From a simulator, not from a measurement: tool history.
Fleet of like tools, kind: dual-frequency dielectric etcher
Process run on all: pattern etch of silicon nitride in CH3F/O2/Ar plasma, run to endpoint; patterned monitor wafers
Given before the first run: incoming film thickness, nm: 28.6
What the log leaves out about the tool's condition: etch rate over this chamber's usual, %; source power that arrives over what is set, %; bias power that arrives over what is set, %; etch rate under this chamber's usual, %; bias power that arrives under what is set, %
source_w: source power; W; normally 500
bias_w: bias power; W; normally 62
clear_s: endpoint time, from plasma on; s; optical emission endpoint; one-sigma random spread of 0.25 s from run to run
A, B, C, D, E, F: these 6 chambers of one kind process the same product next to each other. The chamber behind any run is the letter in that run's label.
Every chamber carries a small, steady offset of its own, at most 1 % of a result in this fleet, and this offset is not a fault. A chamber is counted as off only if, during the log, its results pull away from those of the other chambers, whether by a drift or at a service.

run   hour  source_w  bias_w  hours since the last wet clean  hours since the last source power generator calibration  hours since the last bias power generator calibration  clear_s
 1E    5.7       500      62                            32.2                                                   3229.8                                                  371.5   39.978
 2D   10.3       500      62                           169.1                                                    453.8                                                 1196.7   40.155
 3F   18.3       500      62                            72.8                                                   3118.3                                                  808.2   40.329
      24.4  -- chamber C: wet clean of the chamber
 4B   26.7       500      62                           292.5                                                   1912.9                                                 4374.7   40.082
 5C   33.2       500      62                             8.9                                                   3287.5                                                  197.6   39.805
 6A   41.1       500      62                           312.5                                                    812.5                                                 1707.6   40.165
 7A   47.9       500      62                           319.3                                                    819.3                                                 1714.4   39.738
 8D   54.9       500      62                           213.7                                                    498.4                                                 1241.3   40.037
 9F   61.4       500      62                           115.9                                                   3161.4                                                  851.3   40.053
10C   65.6       500      62                            41.3                                                   3319.9                                                  230.0   40.002
11B   72.6       500      62                           338.4                                                   1958.8                                                 4420.6   39.674
12E   76.8       500      62                           103.3                                                   3300.9                                                  442.6   39.960
13A   80.7       500      62                           352.1                                                    852.1                                                 1747.2   40.037
14C   88.1       500      62                            63.8                                                   3342.4                                                  252.5   40.220
15B   93.1       500      62                           358.9                                                   1979.3                                                 4441.1   39.882
16E   97.1       500      62                           123.6                                                   3321.2                                                  462.9   39.755
17F  100.9       500      62                           155.4                                                   3200.9                                                  890.8   40.013
18D  107.9       500      62                           266.7                                                    551.4                                                 1294.3   39.923
19E  112.0       500      62                           138.5                                                   3336.1                                                  477.8   40.059
20C  119.5       570      62                            95.2                                                   3373.8                                                  283.9   37.773
21F  127.6       570      62                           182.1                                                   3227.6                                                  917.5   37.857
22D  131.6       570      62                           290.4                                                    575.1                                                 1318.0   38.231
23A  136.6       570      62                           408.0                                                    908.0                                                 1803.1   37.961
24B  143.6       570      62                           409.4                                                   2029.8                                                 4491.6   37.606
25A  151.3       570      62                           422.7                                                    922.7                                                 1817.8   38.163
26E  156.9       500      62                           183.4                                                   3381.0                                                  522.7   39.791
27D  163.2       500      62                           322.0                                                    606.7                                                 1349.6   40.546
28C  169.8       500      62                           145.5                                                   3424.1                                                  334.2   39.633
29F  175.5       500      62                           230.0                                                   3275.5                                                  965.4   40.084
30B  180.8       500      62                           446.6                                                   2067.0                                                 4528.8   40.251
31E  189.5       500      62                           216.0                                                   3413.6                                                  555.3   39.748
32F  195.2       500      62                           249.7                                                   3295.2                                                  985.1   39.808
33B  202.6       500      62                           468.4                                                   2088.8                                                 4550.6   39.730
34D  208.0       500      62                           366.8                                                    651.5                                                 1394.4   40.164
35C  216.2       580      68                           191.9                                                   3470.5                                                  380.6   37.078
36A  222.9       580      68                           494.3                                                    994.3                                                 1889.4   36.917

Does one chamber stand apart from the rest, does the shared gauge drift, or is all well apart from small per-chamber offsets? Give the chamber and the most likely cause, where there is one.

The fleet is healthy, with each chamber sitting at its usual small offset and no drift in the gauge.
